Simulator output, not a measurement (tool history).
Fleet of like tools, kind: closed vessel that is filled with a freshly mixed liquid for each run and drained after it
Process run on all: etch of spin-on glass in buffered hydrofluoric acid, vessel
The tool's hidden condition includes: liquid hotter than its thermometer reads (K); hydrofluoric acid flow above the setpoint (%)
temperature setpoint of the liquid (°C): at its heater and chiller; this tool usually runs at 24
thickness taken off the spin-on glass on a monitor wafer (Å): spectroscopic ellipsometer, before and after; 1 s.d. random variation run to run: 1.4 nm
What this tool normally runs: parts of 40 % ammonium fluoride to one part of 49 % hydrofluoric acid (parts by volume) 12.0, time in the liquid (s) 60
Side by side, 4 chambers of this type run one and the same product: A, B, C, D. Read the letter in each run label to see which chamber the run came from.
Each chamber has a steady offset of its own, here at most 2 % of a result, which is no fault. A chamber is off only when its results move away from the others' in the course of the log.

run     day  temperature setpoint of the liquid (°C)  parts of 40 % ammonium fluoride to one part of 49 % hydrofluoric acid (parts by volume)  time in the liquid (s)  hours since the thermometer was replaced  hours since the hydrofluoric acid flow meter was replaced  read-back film thickness of the spin-on glass reference wafer, read on the same gauge (nm)  thickness taken off the spin-on glass on a monitor wafer (Å)
 1C   0.454                                       24                                                                                     12.0                      60                                     363.0                                                      837.4                                                                                      140.03                                                        1962.6
 2D   0.821                                       24                                                                                     12.0                      60                                     224.2                                                     2357.8                                                                                      140.00                                                        1942.2
 3A   1.079                                       24                                                                                     12.0                      60                                     624.4                                                     2029.2                                                                                      140.01                                                        1912.4
 4B   1.288                                       24                                                                                     12.0                      60                                     997.5                                                      357.7                                                                                      140.02                                                        1958.4
 5C   1.675                                       24                                                                                     12.0                      60                                     392.3                                                      866.7                                                                                      139.98                                                        1946.6
 6B   1.979                                       24                                                                                     12.0                      60                                    1014.1                                                      374.3                                                                                      140.02                                                        1949.9
 7A   2.196                                       27                                                                                     14.0                      60                                     651.2                                                     2056.0                                                                                      139.98                                                        1944.5
 8D   2.438                                       27                                                                                     14.0                      60                                     263.0                                                     2396.6                                                                                      139.99                                                        1940.2
 9A   2.712                                       27                                                                                     14.0                      60                                     663.6                                                     2068.4                                                                                      139.99                                                        1928.4
10D   3.079                                       27                                                                                     14.0                      60                                     278.4                                                     2412.0                                                                                      139.98                                                        1942.0
11B   3.304                                       24                                                                                     12.0                      60                                    1045.9                                                      406.1                                                                                      140.00                                                        1945.5
12C   3.525                                       24                                                                                     12.0                      60                                     436.7                                                      911.1                                                                                      140.01                                                        1936.3
13A   3.912                                       24                                                                                     12.0                      60                                     692.4                                                     2097.2                                                                                      140.00                                                        1908.4
14C   4.121                                       24                                                                                     16.5                      75                                     451.0                                                      925.4                                                                                      140.01                                                        1763.5
15B   4.392                                       24                                                                                     16.5                      75                                    1072.0                                                      432.2                                                                                      139.99                                                        1779.3
      4.475  -- chamber A: hydrofluoric acid flow meter replaced
16D   4.708                                       24                                                                                     16.5                      75                                     317.5                                                     2451.1                                                                                      139.98                                                        1767.9
17B   5.004                                       24                                                                                     16.5                      75                                    1086.7                                                      446.9                                                                                      140.01                                                        1797.1
18C   5.279                                       24                                                                                     12.0                      60                                     478.8                                                      953.2                                                                                      140.01                                                        1943.5
19D   5.621                                       24                                                                                     12.0                      60                                     339.4                                                     2473.0                                                                                      140.02                                                        1926.2
20A   6.017                                       24                                                                                     12.0                      60                                     742.9                                                       37.1                                                                                      139.99                                                        1898.8
21D   6.321                                       24                                                                                     12.0                      60                                     356.2                                                     2489.8                                                                                      139.99                                                        1930.8
22B   6.717                                       24                                                                                     12.0                      60                                    1127.8                                                      488.0                                                                                      139.98                                                        1991.5
23C   7.117                                       24                                                                                     12.0                      60                                     522.9                                                      997.3                                                                                      139.99                                                        1975.6
24A   7.417                                       24                                                                                     12.0                      60                                     776.5                                                       70.7                                                                                      139.99                                                        1888.2
25B   7.850                                       24                                                                                     12.0                      60                                    1155.0                                                      515.2                                                                                      139.99                                                        1993.0
26D   8.050                                       24                                                                                     12.0                      60                                     397.7                                                     2531.3                                                                                      140.00                                                        1929.6
27A   8.429                                       24                                                                                     12.0                      60                                     800.8                                                       95.0                                                                                      140.01                                                        1928.8
28C   8.662                                       24                                                                                     12.0                      60                                     560.0                                                     1034.4                                                                                      139.98                                                        1954.9
29C   9.112                                       24                                                                                     12.0                      60                                     570.8                                                     1045.2                                                                                      140.00                                                        1961.1
30D   9.350                                       24                                                                                     12.0                      60                                     428.9                                                     2562.5                                                                                      140.00                                                        1953.8
31B   9.696                                       24                                                                                     12.0                      35                                    1199.3                                                      559.5                                                                                      140.01                                                        1187.1
32A   9.946                                       24                                                                                     12.0                      35                                     837.2                                                      131.4                                                                                      139.99                                                        1113.7
33D  10.412                                       24                                                                                     12.0                      35                                     454.4                                                     2588.0                                                                                      139.99                                                        1132.6
34B  10.696                                       24                                                                                     12.0                      35                                    1223.3                                                      583.5                                                                                      140.00                                                        1190.3
35C  11.129                                       24                                                                                     12.0                      60                                     619.2                                                     1093.6                                                                                      140.00                                                        1977.6
36A  11.333                                       24                                                                                     12.0                      60                                     870.5                                                      164.7                                                                                      139.99                                                        1917.1
     11.342  -- chamber C: hydrofluoric acid flow meter replaced
37B  11.604                                       24                                                                                     12.0                      60                                    1245.1                                                      605.3                                                                                      139.99                                                        2039.9
38D  11.862                                       24                                                                                      9.0                      60                                     489.2                                                     2622.8                                                                                      140.02                                                        2465.6
39C  12.204                                       24                                                                                      9.0                      60                                     645.0                                                       20.7                                                                                      139.97                                                        2505.2
40A  12.642                                       24                                                                                      9.0                      60                                     901.9                                                      196.1                                                                                      139.99                                                        2452.9
41D  12.992                                       24                                                                                      9.0                      60                                     516.3                                                     2649.9                                                                                      140.01                                                        2484.3
42A  13.325                                       24                                                                                     12.0                      60                                     918.3                                                      212.5                                                                                      139.99                                                        1911.7
43C  13.742                                       24                                                                                     12.0                      60                                     681.9                                                       57.6                                                                                      140.01                                                        1951.0
44B  13.988                                       24                                                                                     12.0                      60                                    1302.3                                                      662.5                                                                                      140.00                                                        2074.1

What goes on in this fleet: one chamber off, a drifting gauge, or nothing beyond the chambers' own small offsets? Name the chamber and the cause, if any.

It is chamber B that slowly wanders off from its peers.
Cause: hydrofluoric acid flow above the setpoint (%) = 7.65.
The log may not tell that from: liquid hotter than its thermometer reads (K).

Below are 4 candidate recipes for chamber B's next run, each the usual settings with a change, their results shown as question marks. Which of them brings B's results back in line with what the other chambers give on the usual settings?
To be in line, a result may differ from the other chambers' mean on the usual settings by at most: thickness taken off the spin-on glass on a monitor wafer (Å) 48.0
45B-1  14.321                                     22.5                                                                                     12.0                      60                                                                                                                                                                                                                                                              ?
45B-2  14.321                                     24.0                                                                                     11.5                      65                                                                                                                                                                                                                                                              ?
45B-3  14.321                                     24.0                                                                                     12.5                      55                                                                                                                                                                                                                                                              ?
45B-4  14.321                                     24.0                                                                                     12.0                      65                                                                                                                                                                                                                                                              ?

Average result of the remaining chambers running the usual settings: thickness taken off the spin-on glass on a monitor wafer (Å) 1932.5
  run  thickness taken off the spin-on glass on a monitor wafer (Å)
45B-1                                                        1927.9
45B-2                                                        2363.0
45B-3                                                        1844.2
45B-4                                                        2267.5
The right change is 45B-1: it brings the chamber back within the allowed miss of the others.
